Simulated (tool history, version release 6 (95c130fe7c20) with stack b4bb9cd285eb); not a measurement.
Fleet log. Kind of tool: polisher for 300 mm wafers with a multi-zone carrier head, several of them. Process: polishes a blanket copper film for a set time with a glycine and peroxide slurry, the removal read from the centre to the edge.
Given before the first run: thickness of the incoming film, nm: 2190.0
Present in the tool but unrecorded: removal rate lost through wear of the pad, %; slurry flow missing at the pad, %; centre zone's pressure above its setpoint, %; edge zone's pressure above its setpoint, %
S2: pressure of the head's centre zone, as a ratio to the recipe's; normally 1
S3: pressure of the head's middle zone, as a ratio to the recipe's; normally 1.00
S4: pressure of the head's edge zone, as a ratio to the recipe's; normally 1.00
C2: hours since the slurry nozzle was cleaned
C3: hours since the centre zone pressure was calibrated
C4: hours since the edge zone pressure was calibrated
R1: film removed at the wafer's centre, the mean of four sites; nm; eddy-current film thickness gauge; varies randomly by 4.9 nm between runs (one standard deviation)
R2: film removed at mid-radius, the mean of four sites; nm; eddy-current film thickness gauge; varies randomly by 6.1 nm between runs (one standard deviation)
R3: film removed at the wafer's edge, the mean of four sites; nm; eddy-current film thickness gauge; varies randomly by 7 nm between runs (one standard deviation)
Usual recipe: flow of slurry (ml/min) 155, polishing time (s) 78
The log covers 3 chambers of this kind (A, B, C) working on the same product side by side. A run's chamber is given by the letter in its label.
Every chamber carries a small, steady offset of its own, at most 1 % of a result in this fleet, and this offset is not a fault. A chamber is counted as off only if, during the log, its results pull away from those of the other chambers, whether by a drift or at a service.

run 1A day=0.483 | flow_of_slurry_(ml/min)=155 S2=1 S3=1.00 S4=1.00 polishing_time_(s)=78 | wafers_polished_on_this_pad=722 C2=206.7 C3=677.0 C4=160.1 | R1=471.17 R2=479.23 R3=479.32
run 2C day=0.917 | flow_of_slurry_(ml/min)=155 S2=1 S3=1.00 S4=1.00 polishing_time_(s)=78 | wafers_polished_on_this_pad=157 C2=301.8 C3=51.4 C4=376.5 | R1=471.93 R2=470.62 R3=471.39
run 3B day=1.317 | flow_of_slurry_(ml/min)=155 S2=1 S3=1.00 S4=1.00 polishing_time_(s)=78 | wafers_polished_on_this_pad=585 C2=147.8 C3=402.5 C4=508.7 | R1=469.57 R2=475.50 R3=475.72
-- day=1.350 chamber B: worn pad replaced by a new one
run 4B day=1.775 | flow_of_slurry_(ml/min)=155 S2=1 S3=1.00 S4=1.00 polishing_time_(s)=78 | wafers_polished_on_this_pad=60 C2=158.8 C3=413.5 C4=519.7 | R1=471.36 R2=473.23 R3=480.68
-- day=2.012 chamber A: worn pad replaced by a new one
run 5A day=2.021 | flow_of_slurry_(ml/min)=155 S2=1 S3=1.00 S4=1.00 polishing_time_(s)=78 | wafers_polished_on_this_pad=1 C2=243.6 C3=713.9 C4=197.0 | R1=472.94 R2=485.58 R3=477.13
run 6C day=2.479 | flow_of_slurry_(ml/min)=185 S2=1 S3=1.00 S4=1.00 polishing_time_(s)=78 | wafers_polished_on_this_pad=379 C2=339.3 C3=88.9 C4=414.0 | R1=493.14 R2=496.97 R3=481.49
run 7A day=2.842 | flow_of_slurry_(ml/min)=185 S2=1 S3=1.00 S4=1.00 polishing_time_(s)=78 | wafers_polished_on_this_pad=118 C2=263.3 C3=733.6 C4=216.7 | R1=491.68 R2=480.76 R3=483.07
run 8C day=3.129 | flow_of_slurry_(ml/min)=185 S2=1 S3=1.00 S4=1.00 polishing_time_(s)=78 | wafers_polished_on_this_pad=472 C2=354.9 C3=104.5 C4=429.6 | R1=482.59 R2=506.27 R3=480.62
run 9B day=3.412 | flow_of_slurry_(ml/min)=155 S2=1 S3=1.00 S4=1.05 polishing_time_(s)=78 | wafers_polished_on_this_pad=293 C2=198.1 C3=452.8 C4=559.0 | R1=466.60 R2=480.88 R3=484.49
run 10B day=3.812 | flow_of_slurry_(ml/min)=155 S2=1 S3=1.00 S4=1.05 polishing_time_(s)=78 | wafers_polished_on_this_pad=350 C2=207.7 C3=462.4 C4=568.6 | R1=471.33 R2=474.57 R3=484.44
run 11C day=4.317 | flow_of_slurry_(ml/min)=155 S2=1 S3=1.00 S4=1.05 polishing_time_(s)=78 | wafers_polished_on_this_pad=641 C2=383.4 C3=133.0 C4=458.1 | R1=471.44 R2=469.40 R3=490.02
run 12A day=4.675 | flow_of_slurry_(ml/min)=155 S2=1 S3=1.00 S4=1.00 polishing_time_(s)=78 | wafers_polished_on_this_pad=379 C2=307.3 C3=777.6 C4=260.7 | R1=469.96 R2=464.11 R3=469.32
run 13C day=5.083 | flow_of_slurry_(ml/min)=200 S2=1 S3=1.00 S4=1.00 polishing_time_(s)=57 | wafers_polished_on_this_pad=750 C2=401.8 C3=151.4 C4=476.5 | R1=359.26 R2=359.74 R3=350.74
run 14B day=5.388 | flow_of_slurry_(ml/min)=200 S2=1 S3=1.00 S4=1.00 polishing_time_(s)=57 | wafers_polished_on_this_pad=575 C2=245.5 C3=500.2 C4=606.4 | R1=362.09 R2=361.75 R3=357.72
-- day=5.546 chamber B: worn pad replaced by a new one
run 15A day=5.621 | flow_of_slurry_(ml/min)=200 S2=1 S3=1.00 S4=1.00 polishing_time_(s)=57 | wafers_polished_on_this_pad=514 C2=330.0 C3=800.3 C4=283.4 | R1=351.68 R2=344.36 R3=358.04
run 16B day=5.983 | flow_of_slurry_(ml/min)=155 S2=1 S3=1.00 S4=1.00 polishing_time_(s)=78 | wafers_polished_on_this_pad=62 C2=259.8 C3=514.5 C4=620.7 | R1=474.56 R2=470.04 R3=483.17
run 17A day=6.475 | flow_of_slurry_(ml/min)=155 S2=1 S3=1.00 S4=1.00 polishing_time_(s)=78 | wafers_polished_on_this_pad=636 C2=350.5 C3=820.8 C4=303.9 | R1=456.41 R2=450.51 R3=458.66
run 18C day=6.879 | flow_of_slurry_(ml/min)=155 S2=1 S3=1.00 S4=1.06 polishing_time_(s)=78 | wafers_polished_on_this_pad=1006 C2=444.9 C3=194.5 C4=519.6 | R1=471.28 R2=480.40 R3=506.21
-- day=7.242 chamber A: worn pad replaced by a new one
run 19A day=7.325 | flow_of_slurry_(ml/min)=155 S2=1 S3=1.00 S4=1.06 polishing_time_(s)=78 | wafers_polished_on_this_pad=12 C2=370.9 C3=841.2 C4=324.3 | R1=442.79 R2=443.95 R3=472.82
-- day=7.583 chamber C: worn pad replaced by a new one
run 20B day=7.650 | flow_of_slurry_(ml/min)=155 S2=1 S3=1.00 S4=1.06 polishing_time_(s)=78 | wafers_polished_on_this_pad=300 C2=299.8 C3=554.5 C4=660.7 | R1=473.29 R2=470.01 R3=490.62
run 21C day=8.075 | flow_of_slurry_(ml/min)=155 S2=1 S3=1.00 S4=1.00 polishing_time_(s)=78 | wafers_polished_on_this_pad=70 C2=473.6 C3=223.2 C4=548.3 | R1=469.45 R2=479.10 R3=484.59
run 22C day=8.296 | flow_of_slurry_(ml/min)=155 S2=1 S3=1.00 S4=1.00 polishing_time_(s)=78 | wafers_polished_on_this_pad=102 C2=478.9 C3=228.5 C4=553.6 | R1=477.02 R2=471.93 R3=478.85
run 23B day=8.633 | flow_of_slurry_(ml/min)=155 S2=1 S3=0.92 S4=1.00 polishing_time_(s)=78 | wafers_polished_on_this_pad=440 C2=323.4 C3=578.1 C4=684.3 | R1=471.85 R2=443.39 R3=467.11
run 24A day=8.879 | flow_of_slurry_(ml/min)=155 S2=1 S3=0.92 S4=1.00 polishing_time_(s)=78 | wafers_polished_on_this_pad=233 C2=408.2 C3=878.5 C4=361.6 | R1=430.23 R2=399.98 R3=441.63
run 25C day=9.212 | flow_of_slurry_(ml/min)=155 S2=1 S3=0.92 S4=1.00 polishing_time_(s)=78 | wafers_polished_on_this_pad=232 C2=500.9 C3=250.5 C4=575.6 | R1=475.74 R2=436.00 R3=482.78
run 26A day=9.567 | flow_of_slurry_(ml/min)=155 S2=1 S3=1.00 S4=1.00 polishing_time_(s)=78 | wafers_polished_on_this_pad=331 C2=424.7 C3=895.0 C4=378.1 | R1=426.23 R2=426.93 R3=449.32
-- day=9.712 chamber B: worn pad replaced by a new one
run 27B day=9.892 | flow_of_slurry_(ml/min)=155 S2=1 S3=1.00 S4=1.00 polishing_time_(s)=78 | wafers_polished_on_this_pad=25 C2=353.6 C3=608.3 C4=714.5 | R1=477.91 R2=470.91 R3=474.76

Predict what each chamber gives when all 3 of them run the settings below next.
run 28A day=10.254 | flow_of_slurry_(ml/min)=155 S2=1 S3=1.04 S4=1.00 polishing_time_(s)=78 | R1=? R2=? R3=?
run 28B day=10.254 | flow_of_slurry_(ml/min)=155 S2=1 S3=1.04 S4=1.00 polishing_time_(s)=78 | R1=? R2=? R3=?
run 28C day=10.254 | flow_of_slurry_(ml/min)=155 S2=1 S3=1.04 S4=1.00 polishing_time_(s)=78 | R1=? R2=? R3=?

run=28A R1=419.08 R2=435.85 R3=444.35
run=28B R1=468.53 R2=491.03 R3=471.65
run=28C R1=469.22 R2=488.79 R3=473.34
